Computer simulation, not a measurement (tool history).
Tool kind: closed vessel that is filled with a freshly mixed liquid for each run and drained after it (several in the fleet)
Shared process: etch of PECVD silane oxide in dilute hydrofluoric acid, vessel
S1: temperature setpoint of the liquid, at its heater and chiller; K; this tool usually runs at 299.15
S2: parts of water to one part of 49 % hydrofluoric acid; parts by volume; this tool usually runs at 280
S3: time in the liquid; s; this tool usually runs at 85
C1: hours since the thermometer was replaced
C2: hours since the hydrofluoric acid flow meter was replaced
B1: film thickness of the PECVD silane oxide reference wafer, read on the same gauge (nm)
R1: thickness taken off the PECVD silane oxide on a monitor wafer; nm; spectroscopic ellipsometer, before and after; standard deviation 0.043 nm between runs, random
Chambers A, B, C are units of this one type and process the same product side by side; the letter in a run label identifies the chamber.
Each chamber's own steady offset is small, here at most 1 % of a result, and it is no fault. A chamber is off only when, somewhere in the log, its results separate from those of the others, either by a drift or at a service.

run  hour      S1   S2  S3     C1     C2      B1       R1
 1B   2.9  299.15  280  85  868.0  933.2  59.984  13.3660
 2C   8.4  299.15  280  85   80.9  388.2  59.994  13.1740
      9.9  -- chamber B: hydrofluoric acid flow meter replaced
 3A  11.5  299.15  280  85  691.0  228.3  60.016  13.3410
 4C  16.5  299.15  280  85   89.0  396.3  59.998  13.2580
 5B  22.2  299.15  280  85  887.3   12.4  60.003  13.2280
 6A  28.2  299.15  280  85  707.7  245.0  60.011  13.4690
 7C  34.1  299.15  280  85  106.6  413.9  59.968  13.2430
 8B  38.5  299.15  280  85  903.6   28.7  59.967  13.1270
 9A  44.5  299.15  280  85  724.0  261.3  60.002  13.4230
10A  48.6  299.15  280  85  728.1  265.4  59.988  13.4040
11B  52.5  299.15  280  85  917.6   42.7  60.008  13.0170
12C  57.6  299.15  280  85  130.1  437.4  60.008  13.2340
13B  61.9  299.15  280  85  927.0   52.1  59.992  12.9410
14C  65.2  299.15  280  85  137.7  445.0  60.002  13.2430
15A  71.2  299.15  280  85  750.7  288.0  59.998  13.4090
16A  76.5  299.15  280  85  756.0  293.3  60.012  13.5160
17C  80.1  299.15  280  60  152.6  459.9  60.022   9.3446
18B  85.4  299.15  280  60  950.5   75.6  60.010   8.9728
19B  88.5  299.15  280  60  953.6   78.7  60.021   9.0117
20C  92.0  299.15  280  85  164.5  471.8  59.989  13.2330

All 3 chambers run these settings next. Forecast each chamber's results:
21A  96.6  299.15  145  85               ?
21B  96.6  299.15  145  85               ?
21C  96.6  299.15  145  85               ?

run       R1
21A  30.1840
21B  28.6630
21C  29.4800
